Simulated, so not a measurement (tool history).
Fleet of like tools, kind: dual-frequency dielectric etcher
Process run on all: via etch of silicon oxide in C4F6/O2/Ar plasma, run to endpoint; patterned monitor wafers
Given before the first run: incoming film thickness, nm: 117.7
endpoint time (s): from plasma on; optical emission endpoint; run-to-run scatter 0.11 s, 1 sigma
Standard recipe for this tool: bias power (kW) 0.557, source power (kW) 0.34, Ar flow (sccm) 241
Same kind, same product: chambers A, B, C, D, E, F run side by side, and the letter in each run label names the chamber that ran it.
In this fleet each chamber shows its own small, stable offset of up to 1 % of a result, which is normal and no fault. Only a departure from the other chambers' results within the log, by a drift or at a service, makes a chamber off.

{"run": "1A", "day": 0.188, "bias power (kW)": 0.557, "source power (kW)": 0.34, "Ar flow (sccm)": 241, "endpoint time (s)": 25.864}
{"run": "2F", "day": 0.362, "bias power (kW)": 0.557, "source power (kW)": 0.34, "Ar flow (sccm)": 241, "endpoint time (s)": 25.583}
{"run": "3B", "day": 0.508, "bias power (kW)": 0.557, "source power (kW)": 0.34, "Ar flow (sccm)": 241, "endpoint time (s)": 25.445}
{"run": "4E", "day": 0.642, "bias power (kW)": 0.557, "source power (kW)": 0.34, "Ar flow (sccm)": 241, "endpoint time (s)": 25.581}
{"run": "5C", "day": 0.9, "bias power (kW)": 0.557, "source power (kW)": 0.34, "Ar flow (sccm)": 241, "endpoint time (s)": 26.034}
{"run": "6D", "day": 1.104, "bias power (kW)": 0.557, "source power (kW)": 0.34, "Ar flow (sccm)": 241, "endpoint time (s)": 25.795}
{"run": "7B", "day": 1.367, "bias power (kW)": 0.557, "source power (kW)": 0.34, "Ar flow (sccm)": 241, "endpoint time (s)": 25.449}
{"run": "8D", "day": 1.638, "bias power (kW)": 0.557, "source power (kW)": 0.34, "Ar flow (sccm)": 241, "endpoint time (s)": 25.722}
{"run": "9F", "day": 1.825, "bias power (kW)": 0.557, "source power (kW)": 0.34, "Ar flow (sccm)": 241, "endpoint time (s)": 25.72}
{"run": "10E", "day": 2.1, "bias power (kW)": 0.557, "source power (kW)": 0.34, "Ar flow (sccm)": 241, "endpoint time (s)": 25.761}
{"run": "11A", "day": 2.271, "bias power (kW)": 0.557, "source power (kW)": 0.34, "Ar flow (sccm)": 241, "endpoint time (s)": 25.827}
{"run": "12C", "day": 2.525, "bias power (kW)": 0.557, "source power (kW)": 0.34, "Ar flow (sccm)": 241, "endpoint time (s)": 25.992}
{"run": "13A", "day": 2.721, "bias power (kW)": 0.636, "source power (kW)": 0.27, "Ar flow (sccm)": 241, "endpoint time (s)": 26.785}
{"run": "14D", "day": 2.904, "bias power (kW)": 0.636, "source power (kW)": 0.27, "Ar flow (sccm)": 241, "endpoint time (s)": 26.903}
{"run": "15F", "day": 3.129, "bias power (kW)": 0.636, "source power (kW)": 0.27, "Ar flow (sccm)": 241, "endpoint time (s)": 26.488}
{"run": "16E", "day": 3.292, "bias power (kW)": 0.636, "source power (kW)": 0.27, "Ar flow (sccm)": 241, "endpoint time (s)": 26.4}
{"run": "17B", "day": 3.475, "bias power (kW)": 0.636, "source power (kW)": 0.27, "Ar flow (sccm)": 241, "endpoint time (s)": 26.245}
{"run": "18C", "day": 3.75, "bias power (kW)": 0.636, "source power (kW)": 0.27, "Ar flow (sccm)": 241, "endpoint time (s)": 26.72}
{"run": "19F", "day": 3.892, "bias power (kW)": 0.557, "source power (kW)": 0.34, "Ar flow (sccm)": 241, "endpoint time (s)": 25.69}
{"run": "20E", "day": 4.079, "bias power (kW)": 0.557, "source power (kW)": 0.34, "Ar flow (sccm)": 241, "endpoint time (s)": 25.692}
{"run": "21C", "day": 4.254, "bias power (kW)": 0.557, "source power (kW)": 0.34, "Ar flow (sccm)": 241, "endpoint time (s)": 26.211}
{"run": "22A", "day": 4.483, "bias power (kW)": 0.557, "source power (kW)": 0.34, "Ar flow (sccm)": 241, "endpoint time (s)": 26.249}
{"run": "23D", "day": 4.667, "bias power (kW)": 0.557, "source power (kW)": 0.34, "Ar flow (sccm)": 241, "endpoint time (s)": 25.752}
{"run": "24B", "day": 4.858, "bias power (kW)": 0.557, "source power (kW)": 0.34, "Ar flow (sccm)": 241, "endpoint time (s)": 25.622}
{"run": "25D", "day": 5.092, "bias power (kW)": 0.641, "source power (kW)": 0.34, "Ar flow (sccm)": 270, "endpoint time (s)": 24.658}
{"run": "26A", "day": 5.375, "bias power (kW)": 0.641, "source power (kW)": 0.34, "Ar flow (sccm)": 270, "endpoint time (s)": 25.295}
{"run": "27E", "day": 5.571, "bias power (kW)": 0.641, "source power (kW)": 0.34, "Ar flow (sccm)": 270, "endpoint time (s)": 24.598}
{"run": "28B", "day": 5.696, "bias power (kW)": 0.641, "source power (kW)": 0.34, "Ar flow (sccm)": 270, "endpoint time (s)": 24.443}
{"run": "29C", "day": 5.954, "bias power (kW)": 0.641, "source power (kW)": 0.34, "Ar flow (sccm)": 270, "endpoint time (s)": 25.039}
{"run": "30F", "day": 6.217, "bias power (kW)": 0.641, "source power (kW)": 0.34, "Ar flow (sccm)": 270, "endpoint time (s)": 24.693}
{"run": "31E", "day": 6.433, "bias power (kW)": 0.557, "source power (kW)": 0.27, "Ar flow (sccm)": 201, "endpoint time (s)": 27.248}
{"run": "32D", "day": 6.654, "bias power (kW)": 0.557, "source power (kW)": 0.27, "Ar flow (sccm)": 201, "endpoint time (s)": 27.483}
{"run": "33F", "day": 6.829, "bias power (kW)": 0.557, "source power (kW)": 0.27, "Ar flow (sccm)": 201, "endpoint time (s)": 27.32}
{"run": "34A", "day": 7.079, "bias power (kW)": 0.557, "source power (kW)": 0.27, "Ar flow (sccm)": 201, "endpoint time (s)": 28.418}
{"run": "35B", "day": 7.342, "bias power (kW)": 0.557, "source power (kW)": 0.27, "Ar flow (sccm)": 201, "endpoint time (s)": 27.639}
{"run": "36C", "day": 7.567, "bias power (kW)": 0.557, "source power (kW)": 0.27, "Ar flow (sccm)": 201, "endpoint time (s)": 27.646}
{"run": "37E", "day": 7.804, "bias power (kW)": 0.557, "source power (kW)": 0.34, "Ar flow (sccm)": 241, "endpoint time (s)": 25.52}
{"run": "38D", "day": 7.983, "bias power (kW)": 0.557, "source power (kW)": 0.34, "Ar flow (sccm)": 241, "endpoint time (s)": 25.965}
{"run": "39B", "day": 8.146, "bias power (kW)": 0.557, "source power (kW)": 0.34, "Ar flow (sccm)": 241, "endpoint time (s)": 25.601}
{"run": "40C", "day": 8.4, "bias power (kW)": 0.557, "source power (kW)": 0.34, "Ar flow (sccm)": 241, "endpoint time (s)": 26.192}
{"run": "41F", "day": 8.592, "bias power (kW)": 0.557, "source power (kW)": 0.34, "Ar flow (sccm)": 241, "endpoint time (s)": 25.425}

Next, all 6 chambers run the settings below, one line each with question marks for the results. What does each chamber give?
{"run": "42A", "day": 8.796, "bias power (kW)": 0.557, "source power (kW)": 0.4, "Ar flow (sccm)": 241, "endpoint time (s)": "?"}
{"run": "42B", "day": 8.796, "bias power (kW)": 0.557, "source power (kW)": 0.4, "Ar flow (sccm)": 241, "endpoint time (s)": "?"}
{"run": "42C", "day": 8.796, "bias power (kW)": 0.557, "source power (kW)": 0.4, "Ar flow (sccm)": 241, "endpoint time (s)": "?"}
{"run": "42D", "day": 8.796, "bias power (kW)": 0.557, "source power (kW)": 0.4, "Ar flow (sccm)": 241, "endpoint time (s)": "?"}
{"run": "42E", "day": 8.796, "bias power (kW)": 0.557, "source power (kW)": 0.4, "Ar flow (sccm)": 241, "endpoint time (s)": "?"}
{"run": "42F", "day": 8.796, "bias power (kW)": 0.557, "source power (kW)": 0.4, "Ar flow (sccm)": 241, "endpoint time (s)": "?"}

run=42A endpoint_time_(s)=25.604
run=42B endpoint_time_(s)=24.218
run=42C endpoint_time_(s)=24.564
run=42D endpoint_time_(s)=24.499
run=42E endpoint_time_(s)=24.076
run=42F endpoint_time_(s)=23.994

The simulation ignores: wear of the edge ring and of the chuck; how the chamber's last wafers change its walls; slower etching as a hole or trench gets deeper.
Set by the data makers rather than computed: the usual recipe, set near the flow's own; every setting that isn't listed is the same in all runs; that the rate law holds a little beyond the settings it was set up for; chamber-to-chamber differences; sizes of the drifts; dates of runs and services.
